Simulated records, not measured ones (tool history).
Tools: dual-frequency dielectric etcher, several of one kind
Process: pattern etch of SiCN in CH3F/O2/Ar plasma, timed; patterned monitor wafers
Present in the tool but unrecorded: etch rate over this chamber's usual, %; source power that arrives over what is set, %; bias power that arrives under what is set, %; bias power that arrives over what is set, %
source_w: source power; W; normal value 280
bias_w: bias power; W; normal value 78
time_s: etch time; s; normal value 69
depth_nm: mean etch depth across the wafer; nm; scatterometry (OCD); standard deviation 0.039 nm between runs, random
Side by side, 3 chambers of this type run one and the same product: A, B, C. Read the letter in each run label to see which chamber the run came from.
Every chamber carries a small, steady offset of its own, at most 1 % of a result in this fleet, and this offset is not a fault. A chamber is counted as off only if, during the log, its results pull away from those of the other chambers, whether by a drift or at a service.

run,hour,source_w,bias_w,time_s,hours since the last wet clean,hours since the last source power generator calibration,hours since the last bias power generator calibration,"read-back reference wafer on the same gauge, depth_nm",depth_nm
1B,4.7,280,78,69,408.9,1859,2092.2,24.311,23.326
2A,9.2,280,78,69,289.6,1048,996.5,24.31,23.329
3C,13.2,280,78,69,68.5,1174.7,3455.5,24.327,23.25
4C,17.9,280,78,69,73.2,1179.4,3460.2,24.334,23.18
5A,20.6,280,92,69,301,1059.4,1007.9,24.334,24.867
6B,23.5,280,92,69,427.7,1877.8,2111,24.332,24.802
# hour 27.4: chamber B: wet clean of the chamber
7C,27.9,280,92,69,83.2,1189.4,3470.2,24.341,24.684
8B,33.1,280,78,69,5.8,1887.4,2120.6,24.351,23.244
9A,37.4,280,78,69,317.8,1076.2,1024.7,24.368,23.495
10B,41.3,280,78,69,14,1895.6,2128.8,24.37,23.353
11A,45,280,78,69,325.4,1083.8,1032.3,24.384,23.365
12C,47.7,280,78,69,103,1209.2,3490,24.379,23.269
13C,50.3,280,78,69,105.6,1211.8,3492.6,24.368,23.234
14B,53,280,78,69,25.7,1907.3,2140.5,24.385,23.282
15A,56.4,280,78,69,336.8,1095.2,1043.7,24.403,23.432
16A,59.9,280,78,69,340.3,1098.7,1047.2,24.399,23.456
17B,62.5,280,78,69,35.2,1916.8,2150,24.408,23.332
18C,65.6,280,78,69,120.9,1227.1,3507.9,24.398,23.219
19A,69.4,280,78,69,349.8,1108.2,1056.7,24.421,23.469
20C,74.7,280,78,69,130,1236.2,3517,24.417,23.238
21B,79.9,280,78,69,52.6,1934.2,2167.4,24.432,23.386
22B,83.1,280,78,69,55.8,1937.4,2170.6,24.441,23.375
23A,85.8,280,78,69,366.2,1124.6,1073.1,24.442,23.514
24C,89.9,280,78,69,145.2,1251.4,3532.2,24.439,23.289
25A,94.2,280,78,69,374.6,1133,1081.5,24.456,23.585
26B,96.9,280,78,69,69.6,1951.2,2184.4,24.463,23.371

Next, all 3 chambers run the settings below, one line each with question marks for the results. What does each chamber give?
27A,100.7,280,59,69,,,,,?
27B,100.7,280,59,69,,,,,?
27C,100.7,280,59,69,,,,,?

run,depth_nm
27A,21.285
27B,21.206
27C,21.067
